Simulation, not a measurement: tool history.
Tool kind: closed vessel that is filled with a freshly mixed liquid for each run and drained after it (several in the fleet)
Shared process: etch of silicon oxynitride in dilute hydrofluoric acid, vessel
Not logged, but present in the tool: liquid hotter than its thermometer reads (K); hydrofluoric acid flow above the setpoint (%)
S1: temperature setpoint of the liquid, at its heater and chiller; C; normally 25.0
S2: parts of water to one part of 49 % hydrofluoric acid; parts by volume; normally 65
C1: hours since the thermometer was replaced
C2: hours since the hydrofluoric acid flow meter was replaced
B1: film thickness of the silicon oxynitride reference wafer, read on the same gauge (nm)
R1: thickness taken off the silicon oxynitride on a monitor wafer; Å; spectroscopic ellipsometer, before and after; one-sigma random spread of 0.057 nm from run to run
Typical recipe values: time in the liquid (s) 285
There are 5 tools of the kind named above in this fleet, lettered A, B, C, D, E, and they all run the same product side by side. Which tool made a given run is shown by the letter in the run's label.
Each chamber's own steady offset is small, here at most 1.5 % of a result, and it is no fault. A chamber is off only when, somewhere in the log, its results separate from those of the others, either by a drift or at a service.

Run 1C, hour 10.7: usual settings; C1 203.3; C2 368.9; B1 109.98. Result: R1 74.078 Å.
Run 2A, hour 17.3: usual settings; C1 104.5; C2 1314.4; B1 109.99. Result: R1 75.544 Å.
Run 3D, hour 23.6: usual settings; C1 1906.4; C2 684.3; B1 110.04. Result: R1 73.903 Å.
Run 4E, hour 33.4: usual settings; C1 212.7; C2 1262.4; B1 109.99. Result: R1 73.011 Å.
Run 5B, hour 42.8: usual settings; C1 1790.3; C2 933.5; B1 110.01. Result: R1 73.747 Å.
Run 6A, hour 50.4: usual settings; C1 137.6; C2 1347.5; B1 109.99. Result: R1 74.640 Å.
Run 7B, hour 55.5: usual settings but S1 29.5 C, S2 75 parts by volume; C1 1803.0; C2 946.2; B1 109.99. Result: R1 76.572 Å.
At hour 58.3: chamber A: hydrofluoric acid flow meter replaced.
Run 8E, hour 62.3: usual settings but S1 29.5 C, S2 75 parts by volume; C1 241.6; C2 1291.3; B1 110.00. Result: R1 77.670 Å.
Run 9C, hour 67.7: usual settings but S1 29.5 C, S2 75 parts by volume; C1 260.3; C2 425.9; B1 109.99. Result: R1 77.871 Å.
Run 10D, hour 76.3: usual settings but S1 29.5 C, S2 75 parts by volume; C1 1959.1; C2 737.0; B1 110.00. Result: R1 78.239 Å.
Run 11D, hour 85.5: usual settings but S1 29.5 C, S2 75 parts by volume; C1 1968.3; C2 746.2; B1 109.99. Result: R1 78.455 Å.
Run 12C, hour 90.5: usual settings but S2 40 parts by volume, time in the liquid (s) 395; C1 283.1; C2 448.7; B1 110.02. Result: R1 172.510 Å.
Run 13A, hour 96.8: usual settings but S2 40 parts by volume, time in the liquid (s) 395; C1 184.0; C2 38.6; B1 110.00. Result: R1 167.720 Å.
Run 14E, hour 106.8: usual settings but S2 40 parts by volume, time in the liquid (s) 395; C1 286.1; C2 1335.8; B1 110.01. Result: R1 170.770 Å.
Run 15B, hour 112.4: usual settings but S2 40 parts by volume, time in the liquid (s) 395; C1 1859.9; C2 1003.1; B1 110.02. Result: R1 173.890 Å.
Run 16D, hour 122.4: usual settings but S2 40 parts by volume, time in the liquid (s) 395; C1 2005.2; C2 783.1; B1 109.99. Result: R1 169.920 Å.
At hour 132.0: chamber E: hydrofluoric acid flow meter replaced.
Run 17A, hour 132.3: usual settings; C1 219.5; C2 74.1; B1 110.03. Result: R1 74.283 Å.
Run 18B, hour 140.7: usual settings; C1 1888.2; C2 1031.4; B1 109.99. Result: R1 73.352 Å.
Run 19E, hour 146.0: usual settings; C1 325.3; C2 14.0; B1 110.01. Result: R1 73.216 Å.
Run 20C, hour 153.2: usual settings; C1 345.8; C2 511.4; B1 110.01. Result: R1 76.073 Å.
Run 21A, hour 161.5: usual settings; C1 248.7; C2 103.3; B1 110.00. Result: R1 74.444 Å.
Run 22C, hour 166.8: usual settings; C1 359.4; C2 525.0; B1 110.00. Result: R1 77.180 Å.
Run 23E, hour 174.0: usual settings; C1 353.3; C2 42.0; B1 110.01. Result: R1 74.314 Å.
Run 24B, hour 182.8: usual settings; C1 1930.3; C2 1073.5; B1 109.97. Result: R1 74.035 Å.
Run 25D, hour 188.9: usual settings; C1 2071.7; C2 849.6; B1 110.00. Result: R1 75.255 Å.
Run 26A, hour 197.0: usual settings but S1 23.5 C; C1 284.2; C2 138.8; B1 110.00. Result: R1 68.796 Å.
Run 27E, hour 201.7: usual settings but S1 23.5 C; C1 381.0; C2 69.7; B1 109.98. Result: R1 68.949 Å.
Run 28D, hour 207.8: usual settings but S1 23.5 C; C1 2090.6; C2 868.5; B1 110.00. Result: R1 70.141 Å.
At hour 215.6: chamber B: thermometer replaced.
Run 29C, hour 218.5: usual settings but S1 23.5 C; C1 411.1; C2 576.7; B1 109.99. Result: R1 73.770 Å.
Run 30B, hour 225.0: usual settings but S1 23.5 C; C1 9.5; C2 1115.7; B1 109.99. Result: R1 67.437 Å.
Run 31B, hour 235.5: usual settings but S2 45 parts by volume, time in the liquid (s) 350; C1 20.0; C2 1126.2; B1 110.01. Result: R1 131.590 Å.

All chambers now run identical settings, listed one chamber a line with results as question marks. What results will each chamber show?
Run 32A, hour 243.3: usual settings but S2 55 parts by volume. Result: R1 ?.
Run 32B, hour 243.3: usual settings but S2 55 parts by volume. Result: R1 ?.
Run 32C, hour 243.3: usual settings but S2 55 parts by volume. Result: R1 ?.
Run 32D, hour 243.3: usual settings but S2 55 parts by volume. Result: R1 ?.
Run 32E, hour 243.3: usual settings but S2 55 parts by volume. Result: R1 ?.

run      R1
32A  88.040
32B  87.621
32C  94.743
32D  88.386
32E  87.777
